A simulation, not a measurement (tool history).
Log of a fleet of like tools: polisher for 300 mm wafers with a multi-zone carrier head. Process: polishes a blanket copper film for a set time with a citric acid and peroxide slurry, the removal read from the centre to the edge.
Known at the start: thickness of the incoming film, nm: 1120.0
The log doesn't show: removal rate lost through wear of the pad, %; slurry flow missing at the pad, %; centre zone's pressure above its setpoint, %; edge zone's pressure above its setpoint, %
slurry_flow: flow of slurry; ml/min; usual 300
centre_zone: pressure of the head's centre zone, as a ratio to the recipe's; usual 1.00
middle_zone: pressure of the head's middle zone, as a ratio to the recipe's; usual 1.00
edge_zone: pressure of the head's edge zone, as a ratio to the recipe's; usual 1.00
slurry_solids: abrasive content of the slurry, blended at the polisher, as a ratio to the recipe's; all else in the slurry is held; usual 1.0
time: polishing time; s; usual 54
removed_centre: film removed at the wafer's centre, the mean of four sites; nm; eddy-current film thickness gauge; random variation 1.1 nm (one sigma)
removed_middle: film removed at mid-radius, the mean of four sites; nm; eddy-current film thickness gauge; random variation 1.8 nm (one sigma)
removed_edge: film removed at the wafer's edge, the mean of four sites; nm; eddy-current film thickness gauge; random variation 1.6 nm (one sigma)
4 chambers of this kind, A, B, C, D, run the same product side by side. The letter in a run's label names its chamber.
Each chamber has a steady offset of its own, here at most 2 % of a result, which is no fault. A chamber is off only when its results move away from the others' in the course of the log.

run,hour,slurry_flow,centre_zone,middle_zone,edge_zone,slurry_solids,time,wafers polished on this pad,hours since the slurry nozzle was cleaned,hours since the centre zone pressure was calibrated,hours since the edge zone pressure was calibrated,removed_centre,removed_middle,removed_edge
# hour 4.7: chamber D: worn pad replaced by a new one
1C,8.2,300,1.00,1.00,1.00,1.0,54,619,118.9,538.4,292.4,137.58,136.18,139.06
2B,15.2,300,1.00,1.00,1.00,1.0,54,542,75.9,552.1,886.5,138.21,138.89,138.03
3A,27.4,300,1.00,1.00,1.00,1.0,54,781,166.7,605.9,103.9,138.69,138.27,138.63
# hour 31.0: chamber A: worn pad replaced by a new one
# hour 32.6: chamber A: centre zone pressure recalibrated
# hour 37.0: chamber C: worn pad replaced by a new one
4D,40.6,300,1.00,1.00,1.00,1.0,54,325,614.9,67.5,1033.8,141.58,141.12,140.92
5C,50.4,300,1.00,1.00,1.00,1.0,54,121,161.1,580.6,334.6,138.31,136.72,139.21
6A,65.0,300,1.00,1.00,1.00,1.0,54,308,204.3,32.5,141.5,140.14,137.60,140.13
7D,77.3,300,1.00,1.00,1.00,1.0,54,658,651.6,104.2,1070.5,141.22,139.70,139.24
# hour 87.7: chamber B: worn pad replaced by a new one
8B,88.4,300,1.00,1.00,1.00,1.0,54,7,149.1,625.3,959.7,136.95,138.57,135.04
9A,99.4,300,0.89,1.00,1.00,0.7,54,619,238.7,66.9,175.9,111.68,129.16,128.47
# hour 111.6: chamber D: worn pad replaced by a new one
10C,114.3,300,0.89,1.00,1.00,0.7,54,700,225.0,644.5,398.5,112.98,125.95,128.51
11D,121.4,300,0.89,1.00,1.00,0.7,54,89,695.7,148.3,1114.6,113.72,127.40,130.39
# hour 129.4: chamber C: worn pad replaced by a new one
12B,131.0,300,0.89,1.00,1.00,0.7,54,392,191.7,667.9,1002.3,112.55,131.40,128.46
# hour 140.2: chamber A: worn pad replaced by a new one
13D,143.6,300,1.00,1.00,1.00,1.0,54,290,717.9,170.5,1136.8,140.00,141.96,138.66
# hour 155.7: chamber D: edge zone pressure recalibrated
14B,157.6,300,1.00,1.00,1.10,1.0,54,633,218.3,694.5,1028.9,136.84,138.25,144.01
15A,169.4,300,1.00,1.00,1.10,1.0,54,264,308.7,136.9,245.9,139.91,140.65,146.92
# hour 174.8: chamber C: centre zone pressure recalibrated
16C,176.7,300,1.00,1.00,1.10,1.0,54,429,287.4,1.9,460.9,137.36,139.05,142.58
17D,190.2,300,1.00,1.00,1.10,1.0,54,712,764.5,217.1,34.5,140.86,139.70,146.92
18B,198.4,300,1.00,1.00,1.00,1.0,54,1003,259.1,735.3,1069.7,140.01,139.58,137.55
19A,209.5,300,1.00,1.00,1.00,1.0,54,628,348.8,177.0,286.0,138.42,139.31,140.91
# hour 210.5: chamber D: worn pad replaced by a new one
# hour 219.2: chamber B: worn pad replaced by a new one
# hour 220.4: chamber C: worn pad replaced by a new one
# hour 220.5: chamber B: slurry nozzle cleaned
20C,225.1,300,1.00,1.00,1.00,1.0,54,43,335.8,50.3,509.3,137.13,138.10,137.17
# hour 232.7: chamber C: slurry nozzle cleaned
21D,238.6,300,1.00,1.00,1.00,1.0,54,254,812.9,265.5,82.9,140.87,141.01,139.47
# hour 239.3: chamber A: worn pad replaced by a new one
# hour 241.4: chamber B: edge zone pressure recalibrated
22C,254.3,300,1.00,1.00,1.00,1.0,54,307,21.6,79.5,538.5,138.28,136.79,139.45
# hour 265.5: chamber B: centre zone pressure recalibrated
23A,268.2,300,1.00,1.00,1.00,1.0,54,262,407.5,235.7,344.7,139.71,139.43,138.05
24B,276.5,335,1.08,1.00,1.00,1.0,54,519,56.1,11.1,35.2,154.70,137.83,139.01
25C,285.7,335,1.08,1.00,1.00,1.0,54,591,53.0,110.9,569.9,151.42,137.65,140.40
26A,295.2,335,1.08,1.00,1.00,1.0,54,507,434.5,262.7,371.7,152.98,139.51,139.22
# hour 297.7: chamber D: worn pad replaced by a new one
27B,309.5,335,1.08,1.00,1.00,1.0,54,818,89.1,44.1,68.2,149.92,142.85,138.60
28D,317.6,300,1.00,1.00,1.00,1.0,54,180,891.9,344.5,161.9,140.99,137.16,137.95
# hour 321.8: chamber C: worn pad replaced by a new one
# hour 331.0: chamber B: worn pad replaced by a new one
29D,332.0,300,1.00,1.00,1.00,1.0,54,310,906.3,358.9,176.3,138.90,137.16,138.66
# hour 332.7: chamber C: edge zone pressure recalibrated
# hour 341.6: chamber A: worn pad replaced by a new one
30C,341.9,300,1.00,1.00,1.00,1.0,54,182,109.2,167.1,9.2,138.06,138.98,138.78
31B,352.6,300,1.00,1.00,1.00,1.0,54,195,132.2,87.2,111.3,138.05,139.65,139.08
32A,361.5,300,1.00,1.00,1.00,1.0,54,180,500.8,329.0,438.0,139.71,136.91,141.50
# hour 366.4: chamber A: slurry nozzle cleaned
33A,370.7,300,1.00,0.91,1.00,1.0,54,263,4.4,338.2,447.2,138.57,127.96,141.51
34D,381.7,300,1.00,0.91,1.00,1.0,54,760,956.0,408.6,226.0,141.22,129.99,138.55
35B,394.4,300,1.00,0.91,1.00,1.0,54,574,174.0,129.0,153.1,136.34,125.51,135.42
36C,402.7,300,1.00,0.91,1.00,1.0,54,733,170.0,227.9,70.0,136.90,126.76,139.55
# hour 410.0: chamber D: worn pad replaced by a new one
37C,410.3,300,1.00,1.00,0.88,1.0,54,801,177.6,235.5,77.6,139.37,136.18,129.81
# hour 420.5: chamber C: worn pad replaced by a new one
38D,420.8,300,1.00,1.00,0.88,1.0,54,98,995.1,447.7,265.1,140.13,141.71,129.05
# hour 430.8: chamber D: centre zone pressure recalibrated
39B,432.7,300,1.00,1.00,0.88,1.0,54,921,212.3,167.3,191.4,138.42,139.22,129.17
40A,442.3,300,1.00,1.00,0.88,1.0,54,912,76.0,409.8,518.8,139.03,138.01,128.78
# hour 443.5: chamber D: slurry nozzle cleaned
# hour 446.6: chamber A: worn pad replaced by a new one
# hour 448.9: chamber B: worn pad replaced by a new one
41A,457.5,300,1.00,1.00,1.00,1.0,54,99,91.2,425.0,534.0,139.47,137.38,137.68
42C,469.4,300,1.00,1.00,1.00,1.0,54,443,236.7,294.6,136.7,138.58,135.25,137.86
43B,478.8,300,1.00,1.00,1.00,1.0,54,270,258.4,213.4,237.5,136.76,139.29,137.58
44D,491.9,300,1.00,1.00,1.00,1.0,54,742,48.4,61.2,336.2,140.17,140.44,137.85

Is one chamber off against the others, does the gauge drift, or is nothing wrong? If a chamber is off, say which, and what the likeliest cause is.

No chamber stands off beyond its own small offset, and the gauge holds steady.
